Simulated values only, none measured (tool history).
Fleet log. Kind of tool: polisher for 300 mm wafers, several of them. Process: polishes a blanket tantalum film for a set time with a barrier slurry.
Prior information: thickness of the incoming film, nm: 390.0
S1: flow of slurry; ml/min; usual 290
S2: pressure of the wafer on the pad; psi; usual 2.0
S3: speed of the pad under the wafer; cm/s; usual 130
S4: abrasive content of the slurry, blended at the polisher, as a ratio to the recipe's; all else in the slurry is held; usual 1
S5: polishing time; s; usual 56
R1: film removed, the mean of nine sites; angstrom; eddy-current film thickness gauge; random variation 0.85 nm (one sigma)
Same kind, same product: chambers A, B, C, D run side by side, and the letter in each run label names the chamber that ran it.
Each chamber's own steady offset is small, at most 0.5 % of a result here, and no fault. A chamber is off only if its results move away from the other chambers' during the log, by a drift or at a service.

run 1B hour=7.4 | S1=290 S2=2.0 S3=130 S4=1 S5=56 | R1=1020.70
run 2D hour=12.1 | S1=290 S2=2.0 S3=130 S4=1 S5=56 | R1=1025.30
-- hour=12.7 chamber D: worn pad replaced by a new one
run 3A hour=16.6 | S1=290 S2=2.0 S3=130 S4=1 S5=56 | R1=1019.00
-- hour=18.5 chamber C: worn pad replaced by a new one
run 4C hour=20.9 | S1=290 S2=2.0 S3=130 S4=1 S5=56 | R1=994.25
run 5C hour=25.3 | S1=290 S2=2.0 S3=174 S4=1 S5=56 | R1=1361.70
run 6B hour=30.5 | S1=290 S2=2.0 S3=174 S4=1 S5=56 | R1=1382.20
-- hour=35.7 chamber A: worn pad replaced by a new one
run 7D hour=38.1 | S1=290 S2=2.0 S3=174 S4=1 S5=56 | R1=1357.30
-- hour=42.0 chamber B: worn pad replaced by a new one
run 8A hour=42.6 | S1=290 S2=2.0 S3=174 S4=1 S5=56 | R1=1341.40
run 9B hour=48.5 | S1=290 S2=2.0 S3=130 S4=1 S5=56 | R1=999.20
run 10D hour=52.8 | S1=290 S2=2.0 S3=130 S4=1 S5=56 | R1=1007.30
run 11A hour=59.1 | S1=290 S2=2.0 S3=130 S4=1 S5=56 | R1=1008.80
run 12C hour=64.4 | S1=290 S2=2.3 S3=96 S4=1 S5=56 | R1=873.62
run 13A hour=70.1 | S1=290 S2=2.3 S3=96 S4=1 S5=56 | R1=865.46
-- hour=73.6 chamber B: slurry blender recalibrated
run 14C hour=75.6 | S1=290 S2=2.3 S3=96 S4=1 S5=56 | R1=872.13
-- hour=79.4 chamber D: slurry blender recalibrated
run 15D hour=82.1 | S1=290 S2=2.3 S3=96 S4=1 S5=56 | R1=862.22
run 16B hour=86.5 | S1=290 S2=2.0 S3=130 S4=1 S5=56 | R1=1014.20
-- hour=86.8 chamber C: worn pad replaced by a new one
run 17B hour=90.0 | S1=290 S2=2.0 S3=130 S4=1 S5=56 | R1=1014.30
-- hour=95.6 chamber D: worn pad replaced by a new one
run 18A hour=96.6 | S1=290 S2=2.0 S3=130 S4=1 S5=56 | R1=1025.50
run 19D hour=102.9 | S1=290 S2=2.0 S3=94 S4=1 S5=56 | R1=742.48
run 20C hour=106.5 | S1=290 S2=2.0 S3=94 S4=1 S5=56 | R1=733.39
run 21D hour=111.7 | S1=290 S2=2.0 S3=94 S4=1 S5=56 | R1=743.89
-- hour=115.8 chamber B: worn pad replaced by a new one
run 22C hour=116.5 | S1=290 S2=2.0 S3=94 S4=1 S5=56 | R1=733.89
run 23A hour=120.6 | S1=290 S2=2.0 S3=130 S4=1 S5=38 | R1=676.40
-- hour=121.1 chamber A: worn pad replaced by a new one
run 24B hour=127.1 | S1=290 S2=2.0 S3=130 S4=1 S5=38 | R1=689.63
run 25A hour=132.2 | S1=290 S2=2.0 S3=130 S4=1 S5=38 | R1=672.00
run 26B hour=140.2 | S1=290 S2=2.0 S3=130 S4=1 S5=38 | R1=688.29
run 27D hour=144.7 | S1=290 S2=2.0 S3=130 S4=1 S5=56 | R1=1017.50
-- hour=149.7 chamber C: worn pad replaced by a new one
run 28C hour=150.3 | S1=290 S2=2.3 S3=130 S4=1 S5=56 | R1=1179.30
run 29A hour=155.9 | S1=290 S2=2.3 S3=130 S4=1 S5=56 | R1=1110.60
run 30D hour=160.6 | S1=290 S2=2.3 S3=130 S4=1 S5=56 | R1=1170.30
run 31C hour=167.6 | S1=290 S2=2.3 S3=130 S4=1 S5=56 | R1=1160.20
run 32B hour=173.3 | S1=290 S2=1.7 S3=130 S4=1 S5=56 | R1=870.05
run 33B hour=177.5 | S1=290 S2=1.7 S3=130 S4=1 S5=56 | R1=863.05
-- hour=179.2 chamber B: worn pad replaced by a new one
-- hour=179.7 chamber D: worn pad replaced by a new one
run 34C hour=184.1 | S1=290 S2=1.7 S3=130 S4=1 S5=56 | R1=856.34
run 35D hour=189.9 | S1=290 S2=1.7 S3=130 S4=1 S5=56 | R1=868.10
run 36A hour=197.3 | S1=245 S2=2.0 S3=130 S4=1 S5=56 | R1=919.52
run 37A hour=204.9 | S1=245 S2=2.0 S3=130 S4=1 S5=56 | R1=929.58
-- hour=205.5 chamber C: worn pad replaced by a new one
-- hour=207.8 chamber A: worn pad replaced by a new one
run 38B hour=211.2 | S1=245 S2=2.0 S3=130 S4=1 S5=56 | R1=1003.10
run 39C hour=216.5 | S1=245 S2=2.0 S3=130 S4=1 S5=56 | R1=967.34
run 40D hour=223.7 | S1=290 S2=1.5 S3=130 S4=1 S5=56 | R1=754.46
run 41A hour=231.5 | S1=290 S2=1.5 S3=130 S4=1 S5=56 | R1=682.20

All chambers now run identical settings, listed one chamber a line with results as question marks. What results will each chamber show?
run 42A hour=237.2 | S1=290 S2=1.7 S3=130 S4=1 S5=56 | R1=?
run 42B hour=237.2 | S1=290 S2=1.7 S3=130 S4=1 S5=56 | R1=?
run 42C hour=237.2 | S1=290 S2=1.7 S3=130 S4=1 S5=56 | R1=?
run 42D hour=237.2 | S1=290 S2=1.7 S3=130 S4=1 S5=56 | R1=?

run=42A R1=767.84
run=42B R1=875.30
run=42C R1=847.41
run=42D R1=863.74
